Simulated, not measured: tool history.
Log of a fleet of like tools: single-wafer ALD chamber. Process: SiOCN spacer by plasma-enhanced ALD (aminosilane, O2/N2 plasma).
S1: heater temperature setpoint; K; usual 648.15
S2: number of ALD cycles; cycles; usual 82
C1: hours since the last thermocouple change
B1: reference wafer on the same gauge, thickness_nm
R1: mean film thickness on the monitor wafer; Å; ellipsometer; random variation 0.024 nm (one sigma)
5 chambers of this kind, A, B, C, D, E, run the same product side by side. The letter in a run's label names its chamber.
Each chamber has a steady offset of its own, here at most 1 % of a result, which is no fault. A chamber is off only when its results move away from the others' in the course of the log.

{"run": "1A", "hour": 5.9, "S1": 648.15, "S2": 82, "C1": 1655.3, "B1": 4.9999, "R1": 49.752}
{"run": "2D", "hour": 11.1, "S1": 648.15, "S2": 82, "C1": 691.3, "B1": 4.9999, "R1": 49.25}
{"hour": 17.9, "done": "chamber B: thermocouple changed; heater temperature recalibrated"}
{"run": "3B", "hour": 20.3, "S1": 648.15, "S2": 82, "C1": 2.5, "B1": 5.003, "R1": 49.261}
{"run": "4C", "hour": 25.1, "S1": 648.15, "S2": 82, "C1": 219.7, "B1": 4.998, "R1": 49.703}
{"run": "5E", "hour": 35.5, "S1": 641.15, "S2": 82, "C1": 856.6, "B1": 5.0036, "R1": 49.954}
{"run": "6A", "hour": 46.2, "S1": 641.15, "S2": 82, "C1": 1695.6, "B1": 4.9949, "R1": 49.663}
{"run": "7C", "hour": 56.4, "S1": 641.15, "S2": 82, "C1": 251, "B1": 5.0029, "R1": 48.915}
{"run": "8E", "hour": 66.1, "S1": 641.15, "S2": 82, "C1": 887.2, "B1": 5.0003, "R1": 49.596}
{"run": "9B", "hour": 71.9, "S1": 641.15, "S2": 82, "C1": 54.1, "B1": 4.9978, "R1": 50.061}
{"run": "10D", "hour": 80.6, "S1": 648.15, "S2": 82, "C1": 760.8, "B1": 5.0029, "R1": 49.197}
{"run": "11C", "hour": 88.1, "S1": 648.15, "S2": 82, "C1": 282.7, "B1": 5.0003, "R1": 49.765}
{"run": "12E", "hour": 93.4, "S1": 648.15, "S2": 82, "C1": 914.5, "B1": 4.9952, "R1": 49.649}
{"run": "13D", "hour": 98.3, "S1": 648.15, "S2": 82, "C1": 778.5, "B1": 5.0017, "R1": 49.501}
{"run": "14A", "hour": 106.1, "S1": 661.15, "S2": 90, "C1": 1755.5, "B1": 4.9899, "R1": 54.234}
{"run": "15B", "hour": 111.9, "S1": 661.15, "S2": 90, "C1": 94.1, "B1": 5.0053, "R1": 54.579}
{"run": "16D", "hour": 120.6, "S1": 661.15, "S2": 90, "C1": 800.8, "B1": 5.0028, "R1": 54.368}
{"run": "17B", "hour": 129.7, "S1": 661.15, "S2": 90, "C1": 111.9, "B1": 4.996, "R1": 54.822}
{"run": "18E", "hour": 135.0, "S1": 661.15, "S2": 90, "C1": 956.1, "B1": 4.9993, "R1": 54.778}
{"run": "19A", "hour": 145.2, "S1": 648.15, "S2": 82, "C1": 1794.6, "B1": 5.0028, "R1": 49.622}
{"run": "20C", "hour": 150.2, "S1": 648.15, "S2": 82, "C1": 344.8, "B1": 5.0005, "R1": 49.549}
{"run": "21B", "hour": 155.2, "S1": 648.15, "S2": 82, "C1": 137.4, "B1": 4.999, "R1": 49.49}
{"run": "22E", "hour": 164.4, "S1": 648.15, "S2": 82, "C1": 985.5, "B1": 5.0032, "R1": 49.753}
{"run": "23D", "hour": 171.7, "S1": 648.15, "S2": 82, "C1": 851.9, "B1": 4.9987, "R1": 49.657}
{"run": "24A", "hour": 180.8, "S1": 638.15, "S2": 82, "C1": 1830.2, "B1": 4.9922, "R1": 49.795}
{"run": "25C", "hour": 187.0, "S1": 638.15, "S2": 82, "C1": 381.6, "B1": 4.9956, "R1": 49.25}
{"run": "26E", "hour": 195.5, "S1": 638.15, "S2": 82, "C1": 1016.6, "B1": 5.0004, "R1": 49.756}
{"run": "27D", "hour": 203.7, "S1": 638.15, "S2": 82, "C1": 883.9, "B1": 5.0021, "R1": 49.828}
{"run": "28B", "hour": 211.0, "S1": 638.15, "S2": 82, "C1": 193.2, "B1": 5.0005, "R1": 49.475}
{"run": "29C", "hour": 220.5, "S1": 648.15, "S2": 98, "C1": 415.1, "B1": 5.0001, "R1": 59.221}
{"run": "30A", "hour": 228.8, "S1": 648.15, "S2": 98, "C1": 1878.2, "B1": 4.9979, "R1": 59.119}
{"run": "31B", "hour": 238.4, "S1": 648.15, "S2": 98, "C1": 220.6, "B1": 5.0026, "R1": 59.36}
{"run": "32C", "hour": 244.7, "S1": 648.15, "S2": 98, "C1": 439.3, "B1": 5.0029, "R1": 59.139}
{"run": "33D", "hour": 252.1, "S1": 648.15, "S2": 98, "C1": 932.3, "B1": 4.9994, "R1": 58.578}
{"run": "34A", "hour": 262.7, "S1": 648.15, "S2": 82, "C1": 1912.1, "B1": 4.9973, "R1": 49.935}
{"run": "35E", "hour": 268.1, "S1": 648.15, "S2": 82, "C1": 1089.2, "B1": 4.9938, "R1": 49.516}
{"run": "36A", "hour": 273.8, "S1": 648.15, "S2": 82, "C1": 1923.2, "B1": 5.0015, "R1": 49.969}

What goes on in this fleet: one chamber off, a drifting gauge, or nothing beyond the chambers' own small offsets? Name the chamber and the cause, if any.

No chamber stands off beyond its own small offset, and the gauge holds steady.
